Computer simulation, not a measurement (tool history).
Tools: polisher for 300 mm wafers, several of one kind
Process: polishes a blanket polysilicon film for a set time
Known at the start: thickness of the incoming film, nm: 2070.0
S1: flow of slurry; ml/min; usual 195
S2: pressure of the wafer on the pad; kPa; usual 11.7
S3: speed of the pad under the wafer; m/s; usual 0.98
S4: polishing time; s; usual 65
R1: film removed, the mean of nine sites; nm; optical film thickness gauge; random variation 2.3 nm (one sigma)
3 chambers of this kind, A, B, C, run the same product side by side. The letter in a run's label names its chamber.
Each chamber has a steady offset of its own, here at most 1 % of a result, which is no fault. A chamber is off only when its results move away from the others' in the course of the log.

{"run": "1B", "hour": 4.4, "S1": 195, "S2": 11.7, "S3": 0.98, "S4": 65, "R1": 332.87}
{"run": "2A", "hour": 11.6, "S1": 195, "S2": 11.7, "S3": 0.98, "S4": 65, "R1": 335.83}
{"run": "3C", "hour": 19.9, "S1": 195, "S2": 11.7, "S3": 0.98, "S4": 65, "R1": 336.06}
{"hour": 21.3, "done": "chamber A: head pressure recalibrated"}
{"run": "4C", "hour": 25.4, "S1": 195, "S2": 11.7, "S3": 0.98, "S4": 65, "R1": 337.92}
{"run": "5B", "hour": 31.6, "S1": 195, "S2": 11.7, "S3": 0.98, "S4": 65, "R1": 337.21}
{"hour": 37.5, "done": "chamber A: slurry nozzle cleaned"}
{"run": "6A", "hour": 37.6, "S1": 195, "S2": 11.7, "S3": 0.98, "S4": 65, "R1": 331.39}
{"run": "7B", "hour": 45.0, "S1": 195, "S2": 11.7, "S3": 0.98, "S4": 65, "R1": 337.12}
{"run": "8A", "hour": 49.8, "S1": 195, "S2": 11.7, "S3": 0.98, "S4": 65, "R1": 329.93}
{"hour": 49.9, "done": "chamber A: worn pad replaced by a new one"}
{"hour": 56.6, "done": "chamber B: worn pad replaced by a new one"}
{"run": "9C", "hour": 57.6, "S1": 195, "S2": 11.7, "S3": 0.98, "S4": 65, "R1": 334.85}
{"hour": 59.4, "done": "chamber C: head pressure recalibrated"}
{"run": "10C", "hour": 63.5, "S1": 195, "S2": 11.7, "S3": 0.98, "S4": 65, "R1": 334.84}
{"run": "11B", "hour": 67.3, "S1": 195, "S2": 11.7, "S3": 0.98, "S4": 65, "R1": 333.89}
{"run": "12A", "hour": 72.5, "S1": 245, "S2": 11.7, "S3": 0.98, "S4": 65, "R1": 345.17}
{"run": "13A", "hour": 77.9, "S1": 245, "S2": 11.7, "S3": 0.98, "S4": 65, "R1": 341.61}
{"run": "14B", "hour": 84.2, "S1": 245, "S2": 11.7, "S3": 0.98, "S4": 65, "R1": 346.98}
{"run": "15C", "hour": 89.1, "S1": 195, "S2": 11.7, "S3": 0.98, "S4": 65, "R1": 331.84}
{"run": "16B", "hour": 94.7, "S1": 195, "S2": 11.7, "S3": 0.98, "S4": 65, "R1": 340.15}
{"run": "17A", "hour": 98.6, "S1": 195, "S2": 11.7, "S3": 0.98, "S4": 65, "R1": 337.87}
{"run": "18C", "hour": 105.1, "S1": 195, "S2": 11.7, "S3": 0.98, "S4": 65, "R1": 331.7}
{"run": "19B", "hour": 109.4, "S1": 195, "S2": 11.7, "S3": 0.98, "S4": 65, "R1": 336.62}
{"hour": 112.1, "done": "chamber A: worn pad replaced by a new one"}
{"run": "20C", "hour": 114.0, "S1": 195, "S2": 11.7, "S3": 0.98, "S4": 65, "R1": 326.07}
{"run": "21A", "hour": 122.3, "S1": 195, "S2": 11.7, "S3": 0.98, "S4": 65, "R1": 334.19}
{"run": "22B", "hour": 126.6, "S1": 195, "S2": 11.7, "S3": 0.98, "S4": 65, "R1": 333.3}
{"run": "23C", "hour": 131.7, "S1": 195, "S2": 11.7, "S3": 0.98, "S4": 65, "R1": 328.81}
{"run": "24A", "hour": 137.1, "S1": 195, "S2": 13.8, "S3": 1.14, "S4": 65, "R1": 454.37}
{"run": "25C", "hour": 142.0, "S1": 195, "S2": 13.8, "S3": 1.14, "S4": 65, "R1": 449.68}
{"run": "26A", "hour": 149.3, "S1": 195, "S2": 13.8, "S3": 1.14, "S4": 65, "R1": 461.03}
{"run": "27B", "hour": 156.3, "S1": 195, "S2": 11.7, "S3": 0.98, "S4": 65, "R1": 340.01}
{"run": "28B", "hour": 164.4, "S1": 195, "S2": 11.7, "S3": 0.98, "S4": 65, "R1": 334.52}
{"hour": 167.7, "done": "chamber B: worn pad replaced by a new one"}
{"run": "29A", "hour": 169.4, "S1": 195, "S2": 11.7, "S3": 0.98, "S4": 65, "R1": 327.01}
{"run": "30C", "hour": 175.2, "S1": 195, "S2": 11.7, "S3": 0.98, "S4": 65, "R1": 325.9}
{"hour": 175.4, "done": "chamber A: worn pad replaced by a new one"}
{"hour": 181.6, "done": "chamber B: slurry nozzle cleaned"}
{"run": "31C", "hour": 182.2, "S1": 195, "S2": 14.5, "S3": 0.98, "S4": 57, "R1": 348.93}
{"run": "32A", "hour": 189.2, "S1": 195, "S2": 14.5, "S3": 0.98, "S4": 57, "R1": 363.7}
{"run": "33B", "hour": 195.5, "S1": 195, "S2": 14.5, "S3": 0.98, "S4": 57, "R1": 366.64}
{"run": "34B", "hour": 203.8, "S1": 195, "S2": 11.7, "S3": 0.98, "S4": 65, "R1": 334.15}
{"run": "35C", "hour": 208.8, "S1": 195, "S2": 11.7, "S3": 0.98, "S4": 65, "R1": 319.1}
{"run": "36A", "hour": 216.8, "S1": 195, "S2": 11.7, "S3": 0.98, "S4": 65, "R1": 330.12}
{"run": "37B", "hour": 220.9, "S1": 195, "S2": 11.7, "S3": 0.98, "S4": 65, "R1": 335.69}
{"run": "38A", "hour": 228.5, "S1": 195, "S2": 11.7, "S3": 0.84, "S4": 65, "R1": 285.61}
{"run": "39C", "hour": 236.3, "S1": 195, "S2": 11.7, "S3": 0.84, "S4": 65, "R1": 272.77}
{"hour": 241.1, "done": "chamber A: worn pad replaced by a new one"}
{"run": "40B", "hour": 243.8, "S1": 195, "S2": 11.7, "S3": 0.84, "S4": 65, "R1": 291.72}
{"run": "41A", "hour": 251.8, "S1": 195, "S2": 11.7, "S3": 1.24, "S4": 65, "R1": 422.62}

Is one chamber off against the others, does the gauge drift, or is nothing wrong? If a chamber is off, say which, and what the likeliest cause is.

Chamber C drifts away from the others.
Cause: removal rate lost through wear of the pad, % = 6.17.
The log may not tell that from: slurry flow missing at the pad, %.

Here are 4 candidates for chamber C's next run, each the usual settings with a change, their results left as question marks. Which one brings its results back in line with what the others give on the usual settings?
In line means no further than this from the other chambers' mean on the usual settings: R1 8 nm
{"run": "42C-1", "hour": 257.8, "S1": 195, "S2": 11, "S3": 0.98, "S4": 65, "R1": "?"}
{"run": "42C-2", "hour": 257.8, "S1": 195, "S2": 11.7, "S3": 0.88, "S4": 65, "R1": "?"}
{"run": "42C-3", "hour": 257.8, "S1": 195, "S2": 12.4, "S3": 1.04, "S4": 65, "R1": "?"}
{"run": "42C-4", "hour": 257.8, "S1": 195, "S2": 11.7, "S3": 0.98, "S4": 69, "R1": "?"}

The other chambers' mean on the usual settings: R1 335.49 nm
run=42C-1 R1=296.63
run=42C-2 R1=282.98
run=42C-3 R1=353.69
run=42C-4 R1=334.38
42C-4 brings the chamber back in line.

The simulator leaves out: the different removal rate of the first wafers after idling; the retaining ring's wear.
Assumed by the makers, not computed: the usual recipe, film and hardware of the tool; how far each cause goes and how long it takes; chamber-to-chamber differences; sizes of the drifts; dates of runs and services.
